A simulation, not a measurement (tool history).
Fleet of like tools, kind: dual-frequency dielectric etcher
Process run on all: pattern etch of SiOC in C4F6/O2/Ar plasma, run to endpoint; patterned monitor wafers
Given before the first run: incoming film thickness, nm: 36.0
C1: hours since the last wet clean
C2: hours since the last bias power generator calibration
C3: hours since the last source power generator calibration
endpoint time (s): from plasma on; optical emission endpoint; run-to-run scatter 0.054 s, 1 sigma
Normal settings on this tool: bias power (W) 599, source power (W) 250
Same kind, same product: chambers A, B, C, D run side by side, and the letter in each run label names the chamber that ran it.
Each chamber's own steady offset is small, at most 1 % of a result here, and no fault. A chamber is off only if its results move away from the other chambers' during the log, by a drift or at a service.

Run 1D, hour 10.6: usual settings; C1 50.5; C2 1168.9; C3 1531. Result: endpoint time (s) 13.452.
Run 2A, hour 18.5: usual settings; C1 578.1; C2 417.3; C3 2034. Result: endpoint time (s) 13.473.
Run 3C, hour 28.3: usual settings; C1 135.5; C2 1795.6; C3 3423.2. Result: endpoint time (s) 13.402.
Run 4B, hour 37.8: usual settings; C1 599.1; C2 1885.3; C3 751.3. Result: endpoint time (s) 13.38.
Run 5B, hour 47.8: usual settings; C1 609.1; C2 1895.3; C3 761.3. Result: endpoint time (s) 13.496.
Run 6A, hour 52.7: usual settings; C1 612.3; C2 451.5; C3 2068.2. Result: endpoint time (s) 13.489.
Run 7D, hour 58.5: usual settings; C1 98.4; C2 1216.8; C3 1578.9. Result: endpoint time (s) 13.547.
Run 8C, hour 67.8: usual settings; C1 175; C2 1835.1; C3 3462.7. Result: endpoint time (s) 13.378.
At hour 68.1: chamber A: wet clean of the chamber.
Run 9A, hour 77.4: usual settings; C1 9.4; C2 476.2; C3 2092.9. Result: endpoint time (s) 13.511.
Run 10D, hour 83.6: usual settings; C1 123.5; C2 1241.9; C3 1604. Result: endpoint time (s) 13.447.
At hour 84.4: chamber B: wet clean of the chamber.
Run 11C, hour 91.4: usual settings; C1 198.6; C2 1858.7; C3 3486.3. Result: endpoint time (s) 13.389.
Run 12B, hour 96.9: usual settings but bias power (W) 709, source power (W) 200; C1 12.5; C2 1944.4; C3 810.4. Result: endpoint time (s) 13.307.
Run 13C, hour 106.3: usual settings but bias power (W) 709, source power (W) 200; C1 213.5; C2 1873.6; C3 3501.2. Result: endpoint time (s) 13.602.
Run 14D, hour 111.4: usual settings but bias power (W) 709, source power (W) 200; C1 151.3; C2 1269.7; C3 1631.8. Result: endpoint time (s) 13.761.
Run 15A, hour 118.4: usual settings but bias power (W) 709, source power (W) 200; C1 50.4; C2 517.2; C3 2133.9. Result: endpoint time (s) 13.706.
Run 16B, hour 129.4: usual settings; C1 45; C2 1976.9; C3 842.9. Result: endpoint time (s) 13.182.
Run 17B, hour 136.3: usual settings; C1 51.9; C2 1983.8; C3 849.8. Result: endpoint time (s) 13.005.
Run 18C, hour 144.9: usual settings; C1 252.1; C2 1912.2; C3 3539.8. Result: endpoint time (s) 13.319.
Run 19D, hour 152.4: usual settings but bias power (W) 529, source power (W) 210; C1 192.3; C2 1310.7; C3 1672.8. Result: endpoint time (s) 15.105.
Run 20A, hour 162.2: usual settings but bias power (W) 529, source power (W) 210; C1 94.2; C2 561; C3 2177.7. Result: endpoint time (s) 15.188.
Run 21C, hour 168.7: usual settings but bias power (W) 529, source power (W) 210; C1 275.9; C2 1936; C3 3563.6. Result: endpoint time (s) 14.9.
Run 22A, hour 174.2: usual settings but bias power (W) 529, source power (W) 210; C1 106.2; C2 573; C3 2189.7. Result: endpoint time (s) 15.016.
Run 23D, hour 182.5: usual settings; C1 222.4; C2 1340.8; C3 1702.9. Result: endpoint time (s) 13.471.
Run 24B, hour 193.3: usual settings; C1 108.9; C2 2040.8; C3 906.8. Result: endpoint time (s) 13.052.
Run 25D, hour 201.9: usual settings but bias power (W) 718, source power (W) 190; C1 241.8; C2 1360.2; C3 1722.3. Result: endpoint time (s) 13.992.
Run 26A, hour 208: usual settings but bias power (W) 718, source power (W) 190; C1 140; C2 606.8; C3 2223.5. Result: endpoint time (s) 13.887.
Run 27C, hour 216.1: usual settings but bias power (W) 718, source power (W) 190; C1 323.3; C2 1983.4; C3 3611. Result: endpoint time (s) 13.748.

All 4 chambers run these settings next. Forecast each chamber's results:
Run 28A, hour 224.1: usual settings. Result: endpoint time (s) ?.
Run 28B, hour 224.1: usual settings. Result: endpoint time (s) ?.
Run 28C, hour 224.1: usual settings. Result: endpoint time (s) ?.
Run 28D, hour 224.1: usual settings. Result: endpoint time (s) ?.

run  endpoint time (s)
28A             13.518
28B             13.083
28C             13.442
28D             13.467
